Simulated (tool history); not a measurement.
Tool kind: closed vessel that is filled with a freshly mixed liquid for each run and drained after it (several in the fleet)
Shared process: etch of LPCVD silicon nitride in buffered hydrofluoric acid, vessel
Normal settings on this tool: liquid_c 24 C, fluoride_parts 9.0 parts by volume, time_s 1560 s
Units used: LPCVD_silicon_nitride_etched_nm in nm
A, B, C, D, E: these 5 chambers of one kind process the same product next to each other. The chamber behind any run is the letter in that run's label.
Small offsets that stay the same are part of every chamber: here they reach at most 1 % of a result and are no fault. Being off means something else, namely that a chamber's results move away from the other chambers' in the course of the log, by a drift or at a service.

| run | hour | liquid_c | fluoride_parts | time_s | hours since the thermometer was replaced | hours since the hydrofluoric acid flow meter was replaced | read-back film thickness of the LPCVD silicon nitride reference wafer, read on the same gauge (nm) | LPCVD_silicon_nitride_etched_nm |
|---|---|---|---|---|---|---|---|---|
| 1B | 14.0 | 24 | 9.0 | 1560 | 1316.4 | 267.6 | 50.053 | 22.268 |
| 2D | 23.2 | 24 | 9.0 | 1560 | 492.6 | 1249.3 | 50.005 | 21.963 |
| 3C | 30.4 | 24 | 9.0 | 1560 | 548.2 | 870.9 | 50.040 | 22.382 |
| 4E | 37.4 | 24 | 9.0 | 1560 | 453.5 | 267.0 | 49.997 | 22.033 |
| 5A | 47.2 | 24 | 9.0 | 1560 | 586.8 | 1684.8 | 50.015 | 22.034 |
| 6E | 59.5 | 24 | 9.0 | 1560 | 475.6 | 289.1 | 49.954 | 22.128 |
| 7B | 72.1 | 24 | 9.0 | 1560 | 1374.5 | 325.7 | 49.990 | 22.349 |
| 8D | 84.1 | 24 | 9.0 | 1560 | 553.5 | 1310.2 | 50.006 | 22.043 |
| 9C | 92.4 | 24 | 9.0 | 1560 | 610.2 | 932.9 | 50.014 | 22.428 |
| 10A | 99.0 | 24 | 9.0 | 1560 | 638.6 | 1736.6 | 50.022 | 21.895 |
|  | 107.0 | chamber B: thermometer replaced |
| 11D | 111.6 | 24 | 9.0 | 1560 | 581.0 | 1337.7 | 49.971 | 22.030 |
| 12C | 125.1 | 24 | 9.0 | 1560 | 642.9 | 965.6 | 50.000 | 22.217 |
| 13A | 139.0 | 20 | 9.0 | 1560 | 678.6 | 1776.6 | 50.011 | 17.983 |
| 14B | 150.0 | 20 | 9.0 | 1560 | 43.0 | 403.6 | 50.002 | 17.771 |
| 15E | 158.7 | 20 | 9.0 | 1560 | 574.8 | 388.3 | 49.987 | 17.634 |
| 16A | 173.3 | 20 | 9.0 | 1560 | 712.9 | 1810.9 | 50.004 | 17.941 |
|  | 173.5 | chamber D: hydrofluoric acid flow meter replaced |
| 17C | 181.7 | 20 | 9.0 | 1560 | 699.5 | 1022.2 | 50.020 | 18.176 |
| 18E | 191.9 | 24 | 9.0 | 1560 | 608.0 | 421.5 | 50.019 | 21.807 |
| 19D | 204.0 | 24 | 9.0 | 1560 | 673.4 | 30.6 | 50.025 | 22.289 |
| 20B | 211.9 | 24 | 9.0 | 1560 | 104.9 | 465.5 | 50.006 | 22.207 |
| 21E | 221.2 | 24 | 9.0 | 1560 | 637.3 | 450.8 | 49.987 | 21.938 |
| 22B | 233.4 | 24 | 9.0 | 1560 | 126.4 | 487.0 | 50.038 | 22.313 |
| 23C | 244.5 | 24 | 9.0 | 1560 | 762.3 | 1085.0 | 50.006 | 23.499 |
|  | 245.7 | chamber E: hydrofluoric acid flow meter replaced |
| 24A | 252.3 | 24 | 9.0 | 1560 | 791.9 | 1889.9 | 50.018 | 21.722 |
| 25D | 261.9 | 24 | 9.0 | 1560 | 731.3 | 88.5 | 49.978 | 22.133 |
| 26C | 270.0 | 24 | 9.0 | 1560 | 787.8 | 1110.5 | 50.032 | 23.477 |
| 27B | 279.0 | 24 | 9.0 | 1560 | 172.0 | 532.6 | 49.973 | 22.132 |
| 28E | 288.2 | 24 | 9.0 | 1560 | 704.3 | 42.5 | 49.991 | 22.316 |
| 29A | 298.5 | 20 | 6.5 | 1560 | 838.1 | 1936.1 | 49.969 | 24.889 |
| 30D | 311.8 | 20 | 6.5 | 1560 | 781.2 | 138.4 | 50.025 | 24.897 |
| 31D | 324.0 | 20 | 6.5 | 1560 | 793.4 | 150.6 | 50.025 | 24.947 |
| 32B | 330.5 | 20 | 6.5 | 1560 | 223.5 | 584.1 | 49.971 | 24.915 |
|  | 333.6 | chamber A: hydrofluoric acid flow meter replaced |
| 33A | 341.5 | 20 | 6.5 | 1560 | 881.1 | 7.9 | 49.989 | 25.246 |
| 34E | 354.9 | 24 | 9.0 | 1560 | 771.0 | 109.2 | 49.996 | 22.029 |
| 35C | 369.4 | 24 | 9.0 | 1560 | 887.2 | 1209.9 | 50.017 | 23.780 |
| 36A | 381.0 | 24 | 9.0 | 1560 | 920.6 | 47.4 | 49.952 | 22.530 |
| 37E | 391.5 | 24 | 9.0 | 1560 | 807.6 | 145.8 | 50.021 | 22.219 |
| 38C | 405.5 | 24 | 9.0 | 1560 | 923.3 | 1246.0 | 50.013 | 24.519 |

Each of the 5 chambers runs these same settings next. Fill in every chamber's results:
| 39A | 416.0 | 24 | 9.0 | 1560 |  |  |  | ? |
| 39B | 416.0 | 24 | 9.0 | 1560 |  |  |  | ? |
| 39C | 416.0 | 24 | 9.0 | 1560 |  |  |  | ? |
| 39D | 416.0 | 24 | 9.0 | 1560 |  |  |  | ? |
| 39E | 416.0 | 24 | 9.0 | 1560 |  |  |  | ? |

| run | LPCVD_silicon_nitride_etched_nm |
|---|---|
| 39A | 22.353 |
| 39B | 22.199 |
| 39C | 24.323 |
| 39D | 22.449 |
| 39E | 21.984 |
